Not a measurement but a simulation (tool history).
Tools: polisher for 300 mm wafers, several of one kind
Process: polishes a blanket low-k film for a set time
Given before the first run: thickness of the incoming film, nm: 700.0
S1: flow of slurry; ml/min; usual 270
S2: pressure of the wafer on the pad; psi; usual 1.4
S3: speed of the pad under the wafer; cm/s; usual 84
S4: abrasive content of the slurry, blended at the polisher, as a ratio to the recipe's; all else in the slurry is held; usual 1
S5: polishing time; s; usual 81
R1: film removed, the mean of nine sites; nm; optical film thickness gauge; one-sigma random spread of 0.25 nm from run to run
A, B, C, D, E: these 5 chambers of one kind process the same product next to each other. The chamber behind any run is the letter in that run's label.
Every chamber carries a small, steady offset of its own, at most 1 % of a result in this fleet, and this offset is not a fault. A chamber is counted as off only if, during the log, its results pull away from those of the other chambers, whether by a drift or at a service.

run   hour   S1   S2  S3  S4  S5      R1
       5.1  -- chamber A: slurry blender recalibrated
       6.6  -- chamber D: slurry nozzle cleaned
 1A    7.6  270  1.4  84   1  81  20.622
       8.2  -- chamber B: conditioning disc replaced and pad reconditioned
 2D   22.1  270  1.4  84   1  81  20.603
      30.7  -- chamber E: worn pad replaced by a new one
 3C   36.3  270  1.4  84   1  81  21.057
      42.5  -- chamber B: worn pad replaced by a new one
      47.6  -- chamber A: conditioning disc replaced and pad reconditioned
      49.3  -- chamber B: slurry blender recalibrated
 4B   51.4  270  1.4  84   1  81  20.841
        57  -- chamber C: worn pad replaced by a new one
 5E   59.1  270  1.4  84   1  81  20.644
      70.5  -- chamber A: worn pad replaced by a new one
 6E     72  270  1.4  84   1  81  20.407
 7D   81.1  270  1.4  84   1  99  25.469
        87  -- chamber C: slurry blender recalibrated
 8C   93.3  270  1.4  84   1  99  25.884
        95  -- chamber D: worn pad replaced by a new one
 9A  103.8  270  1.4  84   1  99  25.192
     108.3  -- chamber A: slurry blender recalibrated
       113  -- chamber E: worn pad replaced by a new one
       116  -- chamber D: head pressure recalibrated
10B  116.6  270  1.4  84   1  99  24.937
     120.8  -- chamber A: slurry nozzle cleaned
     123.2  -- chamber B: head pressure recalibrated
11D  132.2  270  1.4  84   1  99  24.926
     135.1  -- chamber B: worn pad replaced by a new one
     141.8  -- chamber C: worn pad replaced by a new one
12E  148.1  270  1.4  84   1  81  20.504
     150.6  -- chamber E: slurry nozzle cleaned
     157.2  -- chamber A: worn pad replaced by a new one
13A  160.4  270  1.4  84   1  81  20.578
     162.9  -- chamber C: conditioning disc replaced and pad reconditioned
     164.7  -- chamber E: slurry blender recalibrated
14C  174.5  270  1.4  84   1  81  20.573
     182.7  -- chamber A: conditioning disc replaced and pad reconditioned
     184.2  -- chamber E: conditioning disc replaced and pad reconditioned
15B  186.5  240  1.4  94   1  81  22.179
     194.2  -- chamber D: worn pad replaced by a new one
16E  197.8  240  1.4  94   1  81  22.333
     205.9  -- chamber E: worn pad replaced by a new one
17B  206.8  240  1.4  94   1  81  21.834
       217  -- chamber B: worn pad replaced by a new one
18C  217.5  240  1.4  94   1  81  22.256
     218.5  -- chamber A: slurry blender recalibrated
     221.2  -- chamber B: conditioning disc replaced and pad reconditioned
     225.2  -- chamber C: worn pad replaced by a new one
19A  227.5  240  1.4  94   1  81   22.23
     235.4  -- chamber A: worn pad replaced by a new one
20D  237.5  270  1.4  84   1  81  20.417
     238.2  -- chamber D: conditioning disc replaced and pad reconditioned
21D  244.7  270  1.4  84   1  81  20.079
22E  253.9  270  1.4  84   1  81  21.218
23C  261.9  270  1.4  84   1  81  20.559
24A  272.6  270  1.4  84   1  81  20.027
     275.7  -- chamber C: head pressure recalibrated
25B    280  270  1.4  84   1  81  20.277
     282.5  -- chamber D: slurry blender recalibrated
     288.7  -- chamber D: worn pad replaced by a new one
     293.1  -- chamber B: worn pad replaced by a new one
26E  293.1  270  1.4  84   1  81  21.705
     299.6  -- chamber E: worn pad replaced by a new one
27C  301.3  270  1.4  84   1  81  20.642
     314.3  -- chamber C: slurry nozzle cleaned
     315.4  -- chamber C: worn pad replaced by a new one
28A  315.5  270  1.4  84   1  81  20.412
     316.7  -- chamber A: conditioning disc replaced and pad reconditioned
     320.2  -- chamber A: worn pad replaced by a new one
     323.9  -- chamber B: slurry nozzle cleaned
29D  328.4  270  1.4  84   1  81  20.727
30B  339.5  270  1.4  84   1  81  20.632
     339.8  -- chamber A: slurry blender recalibrated
31D  347.3  270  1.4  84   1  81   20.73
32A  357.8  270  1.4  84   1  81  20.176
     365.1  -- chamber B: slurry blender recalibrated
33E  369.1  270  1.4  84   1  81   22.07
34B    376  270  1.4  84   1  81  20.328
     378.6  -- chamber B: worn pad replaced by a new one
35C  390.8  270  1.4  84   1  81  20.843
     394.6  -- chamber E: worn pad replaced by a new one
     397.4  -- chamber A: worn pad replaced by a new one
36A  402.1  270  1.4  84   1  81  20.162
     407.2  -- chamber C: worn pad replaced by a new one
37E  412.3  270  1.4  84   1  81  22.357
38B  424.7  270  1.4  84   1  81  21.138
39C  435.6  270  1.4  84   1  81  20.864

Next, every chamber runs the same settings. What will each give?
40A   447  270  1.4  84  0.8  81   ?
40B   447  270  1.4  84  0.8  81   ?
40C   447  270  1.4  84  0.8  81   ?
40D   447  270  1.4  84  0.8  81   ?
40E   447  270  1.4  84  0.8  81   ?

run      R1
40A  18.324
40B  18.816
40C  18.417
40D  18.249
40E   20.88

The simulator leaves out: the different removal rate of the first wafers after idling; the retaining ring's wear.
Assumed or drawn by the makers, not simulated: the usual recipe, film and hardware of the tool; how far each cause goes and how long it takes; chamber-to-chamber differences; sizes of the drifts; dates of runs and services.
